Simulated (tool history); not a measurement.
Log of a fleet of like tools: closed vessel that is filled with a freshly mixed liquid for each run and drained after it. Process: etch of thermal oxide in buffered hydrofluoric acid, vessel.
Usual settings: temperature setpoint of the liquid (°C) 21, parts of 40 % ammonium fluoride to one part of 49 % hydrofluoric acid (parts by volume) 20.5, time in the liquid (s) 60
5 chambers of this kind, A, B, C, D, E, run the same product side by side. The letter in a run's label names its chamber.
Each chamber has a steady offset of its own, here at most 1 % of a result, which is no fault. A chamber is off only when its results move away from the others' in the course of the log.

run   hour  temperature setpoint of the liquid (°C)  parts of 40 % ammonium fluoride to one part of 49 % hydrofluoric acid (parts by volume)  time in the liquid (s)  hours since the thermometer was replaced  hours since the hydrofluoric acid flow meter was replaced  read-back film thickness of the thermal oxide reference wafer, read on the same gauge (nm)  thickness taken off the thermal oxide on a monitor wafer (nm)
 1E      9                                       21                                                                                     20.5                      60                                     659.8                                                       1887                                                                                         110                                                         30.404
      16.7  -- chamber B: hydrofluoric acid flow meter replaced
 2D   18.4                                       21                                                                                     20.5                      60                                       880                                                     1134.5                                                                                      110.01                                                           30.3
 3B     24                                       21                                                                                     20.5                      60                                      1288                                                        7.3                                                                                         110                                                         30.494
 4C   32.6                                       21                                                                                     20.5                      60                                     188.7                                                     1492.5                                                                                         110                                                         30.708
 5A   43.1                                       21                                                                                     20.5                      60                                    1736.9                                                     1355.7                                                                                      109.98                                                         30.248
 6C   53.7                                       21                                                                                     23.5                      30                                     209.8                                                     1513.6                                                                                      110.01                                                         13.673
 7A   59.4                                       21                                                                                     23.5                      30                                    1753.2                                                       1372                                                                                      109.97                                                         13.894
 8D   65.2                                       21                                                                                     23.5                      30                                     926.8                                                     1181.3                                                                                         110                                                         13.877
 9B   72.6                                       21                                                                                     23.5                      30                                    1336.6                                                       55.9                                                                                      109.99                                                         13.718
10E   81.2                                       21                                                                                     23.5                      30                                       732                                                     1959.2                                                                                      109.99                                                         13.998
11A   91.2                                       17                                                                                     20.5                      40                                      1785                                                     1403.8                                                                                      109.98                                                         15.825
12B   99.8                                       17                                                                                     20.5                      40                                    1363.8                                                       83.1                                                                                      110.01                                                         15.875
13C  111.4                                       17                                                                                     20.5                      40                                     267.5                                                     1571.3                                                                                      110.03                                                         16.117
14D  121.4                                       17                                                                                     20.5                      40                                       983                                                     1237.5                                                                                      110.03                                                         16.203
15E  132.1                                       17                                                                                     20.5                      40                                     782.9                                                     2010.1                                                                                      110.03                                                             16
16C  139.2                                       21                                                                                     20.5                      60                                     295.3                                                     1599.1                                                                                      109.98                                                         30.404
17B  144.7                                       21                                                                                     20.5                      60                                    1408.7                                                        128                                                                                      109.99                                                         29.816
     152.6  -- chamber C: hydrofluoric acid flow meter replaced
18A  154.4                                       21                                                                                     20.5                      60                                    1848.2                                                       1467                                                                                      109.98                                                         30.368
     154.9  -- chamber B: thermometer replaced
19D    166                                       21                                                                                       13                      60                                    1027.6                                                     1282.1                                                                                      109.98                                                         46.374
20E  176.5                                       21                                                                                       13                      60                                     827.3                                                     2054.5                                                                                      110.01                                                         45.694
21B  184.5                                       21                                                                                       13                      60                                      29.6                                                      167.8                                                                                      109.97                                                         47.248
22D  193.5                                       21                                                                                       13                      60                                    1055.1                                                     1309.6                                                                                      109.97                                                         46.661
23A  199.2                                       21                                                                                       13                      60                                      1893                                                     1511.8                                                                                      110.03                                                         47.762
24E  209.5                                       21                                                                                     20.5                      60                                     860.3                                                     2087.5                                                                                         110                                                         29.045
25C  216.5                                       21                                                                                     20.5                      60                                     372.6                                                         64                                                                                      109.98                                                         30.851
26B  227.9                                       21                                                                                     20.5                      60                                        73                                                      211.2                                                                                      110.01                                                         30.194
27D  238.5                                     25.5                                                                                     20.5                      60                                    1100.1                                                     1354.6                                                                                      109.96                                                         39.013
28E  250.3                                     25.5                                                                                     20.5                      60                                     901.1                                                     2128.3                                                                                      109.99                                                         37.197
29C  258.3                                     25.5                                                                                     20.5                      60                                     414.4                                                      105.8                                                                                      109.99                                                         38.997
30A  266.8                                     25.5                                                                                     20.5                      60                                    1960.6                                                     1579.4                                                                                      110.01                                                         38.842

Is one chamber off against the others, does the gauge drift, or is nothing wrong? If a chamber is off, say which, and what the likeliest cause is.

Chamber E drifts away from the others.
Cause: liquid colder than its thermometer reads (K) = 1.43.
The log may not tell that from: hydrofluoric acid flow below the setpoint (%).

Here are 4 candidates for chamber E's next run, each the usual settings with a change, their results left as question marks. Which one brings its results back in line with what the others give on the usual settings?
In line means no further than this from the other chambers' mean on the usual settings: thickness taken off the thermal oxide on a monitor wafer (nm) 0.92
31E-1  275.6                                     20.5                                                                                       21                      55                                                                                                                                                                                                                                                               ?
31E-2  275.6                                     21.5                                                                                       20                      65                                                                                                                                                                                                                                                               ?
31E-3  275.6                                       21                                                                                     22.5                      60                                                                                                                                                                                                                                                               ?
31E-4  275.6                                       22                                                                                     20.5                      60                                                                                                                                                                                                                                                               ?

The other chambers' mean on the usual settings: thickness taken off the thermal oxide on a monitor wafer (nm) 30.332
  run  thickness taken off the thermal oxide on a monitor wafer (nm)
31E-1                                                         24.782
31E-2                                                         32.115
31E-3                                                         26.537
31E-4                                                         29.938
31E-4 brings the chamber back in line.

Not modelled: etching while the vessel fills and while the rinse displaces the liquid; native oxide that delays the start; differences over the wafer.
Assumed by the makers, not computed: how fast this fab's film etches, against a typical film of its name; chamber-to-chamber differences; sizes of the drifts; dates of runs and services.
